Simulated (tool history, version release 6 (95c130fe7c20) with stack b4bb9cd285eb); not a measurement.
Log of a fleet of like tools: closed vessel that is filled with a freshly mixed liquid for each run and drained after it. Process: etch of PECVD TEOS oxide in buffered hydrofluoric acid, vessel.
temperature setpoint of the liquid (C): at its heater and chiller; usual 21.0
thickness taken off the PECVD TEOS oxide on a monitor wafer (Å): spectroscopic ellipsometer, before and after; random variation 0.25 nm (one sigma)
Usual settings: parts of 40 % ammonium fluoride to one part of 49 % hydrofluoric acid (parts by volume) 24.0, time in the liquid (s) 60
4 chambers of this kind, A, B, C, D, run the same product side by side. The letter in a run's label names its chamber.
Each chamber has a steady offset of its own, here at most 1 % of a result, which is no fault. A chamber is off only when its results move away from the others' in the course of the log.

| run | hour | temperature setpoint of the liquid (C) | parts of 40 % ammonium fluoride to one part of 49 % hydrofluoric acid (parts by volume) | time in the liquid (s) | read-back film thickness of the PECVD TEOS oxide reference wafer, read on the same gauge (nm) | thickness taken off the PECVD TEOS oxide on a monitor wafer (Å) |
|---|---|---|---|---|---|---|
| 1B | 8.8 | 21.0 | 24.0 | 60 | 119.99 | 472.05 |
| 2D | 24.6 | 21.0 | 24.0 | 60 | 119.99 | 467.95 |
| 3A | 38.4 | 21.0 | 24.0 | 60 | 120.00 | 468.27 |
| 4C | 47.7 | 21.0 | 24.0 | 60 | 119.98 | 472.58 |
| 5B | 55.9 | 22.5 | 14.5 | 60 | 120.02 | 794.32 |
| 6C | 64.4 | 22.5 | 14.5 | 60 | 120.00 | 802.71 |
| 7D | 73.6 | 22.5 | 14.5 | 60 | 119.99 | 793.01 |
| 8A | 87.5 | 22.5 | 14.5 | 60 | 120.00 | 793.97 |
| 9A | 95.3 | 21.0 | 24.0 | 60 | 120.02 | 467.24 |
| 10B | 103.4 | 21.0 | 24.0 | 60 | 120.00 | 481.20 |
| 11C | 111.4 | 17.0 | 24.0 | 60 | 120.01 | 375.67 |
| 12D | 123.1 | 17.0 | 24.0 | 60 | 120.01 | 376.14 |
| 13B | 132.4 | 17.0 | 24.0 | 60 | 120.00 | 383.82 |
| 14C | 146.9 | 17.0 | 24.0 | 60 | 120.00 | 373.07 |
|  | 147.8 | chamber A: hydrofluoric acid flow meter replaced |
| 15A | 161.8 | 21.0 | 24.0 | 60 | 119.98 | 465.80 |
| 16D | 171.3 | 21.0 | 24.0 | 60 | 120.00 | 461.67 |
| 17D | 182.9 | 21.0 | 24.0 | 60 | 119.98 | 466.12 |
| 18A | 195.5 | 21.0 | 24.0 | 90 | 120.00 | 703.51 |
| 19B | 205.2 | 21.0 | 24.0 | 90 | 119.99 | 727.90 |
| 20C | 216.2 | 21.0 | 24.0 | 90 | 119.98 | 710.67 |
| 21C | 226.3 | 21.0 | 24.0 | 90 | 120.01 | 707.79 |
| 22A | 238.1 | 21.0 | 24.0 | 60 | 119.99 | 467.09 |
| 23B | 252.4 | 21.0 | 24.0 | 60 | 119.97 | 496.29 |
| 24D | 264.7 | 21.0 | 24.0 | 60 | 120.02 | 466.15 |

All 4 chambers run these settings next. Forecast each chamber's results:
| 25A | 276.6 | 21.0 | 24.0 | 60 |  | ? |
| 25B | 276.6 | 21.0 | 24.0 | 60 |  | ? |
| 25C | 276.6 | 21.0 | 24.0 | 60 |  | ? |
| 25D | 276.6 | 21.0 | 24.0 | 60 |  | ? |

| run | thickness taken off the PECVD TEOS oxide on a monitor wafer (Å) |
|---|---|
| 25A | 471.39 |
| 25B | 498.40 |
| 25C | 470.72 |
| 25D | 465.91 |

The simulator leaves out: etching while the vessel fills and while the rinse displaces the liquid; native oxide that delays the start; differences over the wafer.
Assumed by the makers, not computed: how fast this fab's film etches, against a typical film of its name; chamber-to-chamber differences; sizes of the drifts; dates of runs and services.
